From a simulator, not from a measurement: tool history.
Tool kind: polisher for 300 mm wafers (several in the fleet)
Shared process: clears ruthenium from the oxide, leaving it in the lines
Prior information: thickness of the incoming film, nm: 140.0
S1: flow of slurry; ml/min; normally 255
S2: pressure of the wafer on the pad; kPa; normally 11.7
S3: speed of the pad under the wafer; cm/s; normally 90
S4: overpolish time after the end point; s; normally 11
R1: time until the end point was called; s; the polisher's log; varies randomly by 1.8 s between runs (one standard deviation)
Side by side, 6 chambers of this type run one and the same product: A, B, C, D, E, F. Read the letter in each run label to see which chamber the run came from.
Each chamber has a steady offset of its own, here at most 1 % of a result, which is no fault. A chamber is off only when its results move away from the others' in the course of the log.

run   hour   S1    S2  S3  S4      R1
 1F    8.1  255  11.7  90  11  176.08
      14.1  -- chamber B: worn pad replaced by a new one
      17.7  -- chamber D: slurry nozzle cleaned
 2E   21.3  255  11.7  90  11  176.93
 3D   28.1  255  11.7  90  11  179.95
 4C   40.1  255  11.7  90  11  177.52
      53.6  -- chamber E: worn pad replaced by a new one
 5A   54.0  255  11.7  90  11  177.10
      56.2  -- chamber D: worn pad replaced by a new one
 6B   64.0  255  11.7  90  11  176.91
 7B   75.0  255  11.7  90  11  179.10
      80.2  -- chamber B: slurry nozzle cleaned
 8E   83.7  255  11.7  90  11  177.60
 9C   91.7  255  11.7  90  11  181.05
10F  101.7  255  11.7  90  11  175.68
11D  110.6  255  11.7  90  11  180.96
     111.2  -- chamber F: worn pad replaced by a new one
     119.7  -- chamber E: slurry nozzle cleaned
12A  123.5  255  11.7  90  11  174.85
13C  134.8  255  11.7  90  13  179.92
14D  143.4  255  11.7  90  13  178.00
     148.6  -- chamber E: worn pad replaced by a new one
15B  150.8  255  11.7  90  13  179.49
16A  164.1  255  11.7  90  13  174.54
     167.3  -- chamber A: worn pad replaced by a new one
     169.3  -- chamber C: worn pad replaced by a new one
17F  173.7  255  11.7  90  13  178.82
18E  187.7  255  11.7  90  13  174.74
19E  196.5  255  11.7  90  11  175.86
20B  208.3  255  11.7  90  11  179.09
     213.8  -- chamber B: worn pad replaced by a new one
21A  219.1  255  11.7  90  11  174.82
     222.1  -- chamber E: worn pad replaced by a new one
     223.6  -- chamber A: head pressure recalibrated
22D  228.9  255  11.7  90  11  180.61
     235.6  -- chamber D: worn pad replaced by a new one
23C  236.8  255  11.7  90  11  176.37
24F  247.8  190  11.7  90   6  185.97
25D  255.2  190  11.7  90   6  181.65
     265.8  -- chamber B: head pressure recalibrated
26E  267.3  190  11.7  90   6  180.49
     273.3  -- chamber F: worn pad replaced by a new one
27B  277.8  190  11.7  90   6  182.29
28A  284.9  190  11.7  90   6  204.41
29C  294.0  190  11.7  90   6  184.40
30F  306.0  255  11.7  90  11  180.92
     306.6  -- chamber E: worn pad replaced by a new one
31E  314.8  255  11.7  62  14  252.23
32D  329.7  255  11.7  62  14  257.50
33C  342.2  255  11.7  62  14  262.40
34F  350.8  255  11.7  62  14  258.88
     356.4  -- chamber A: slurry nozzle cleaned
35A  359.3  255  11.7  62  14  288.45
36B  371.1  255  11.7  62  14  256.51
     381.7  -- chamber A: worn pad replaced by a new one
37D  382.0  255  11.7  90  11  178.23
38F  391.8  255  11.7  90  11  177.07
     405.0  -- chamber E: worn pad replaced by a new one
39B  405.5  255  11.7  90  11  177.72
40E  415.0  255  11.7  90  11  176.52
41A  426.6  255  11.7  90  11  197.87

What goes on in this fleet: one chamber off, a drifting gauge, or nothing beyond the chambers' own small offsets? Name the chamber and the cause, if any.

Chamber A came out of a service off from its peers and stayed that way.
Most likely cause: head's pressure below its setpoint, % = 9.94.

Below are 4 candidate recipes for chamber A's next run, each the usual settings with a change, their results shown as question marks. Which of them brings A's results back in line with what the other chambers give on the usual settings?
In-line tolerance around the mean of the other chambers on the usual settings: R1 6.20 s
42A-1  437.3  255  11.7  112  11   ?
42A-2  437.3  255  11.0   86  11   ?
42A-3  437.3  255  11.7   72  11   ?
42A-4  437.3  255  12.4   94  11   ?

The other chambers' mean on the usual settings: R1 177.50 s
  run      R1
42A-1  158.43
42A-2  219.65
42A-3  247.25
42A-4  178.45
The answer is 42A-4, which returns the chamber to within the allowed miss of the others.
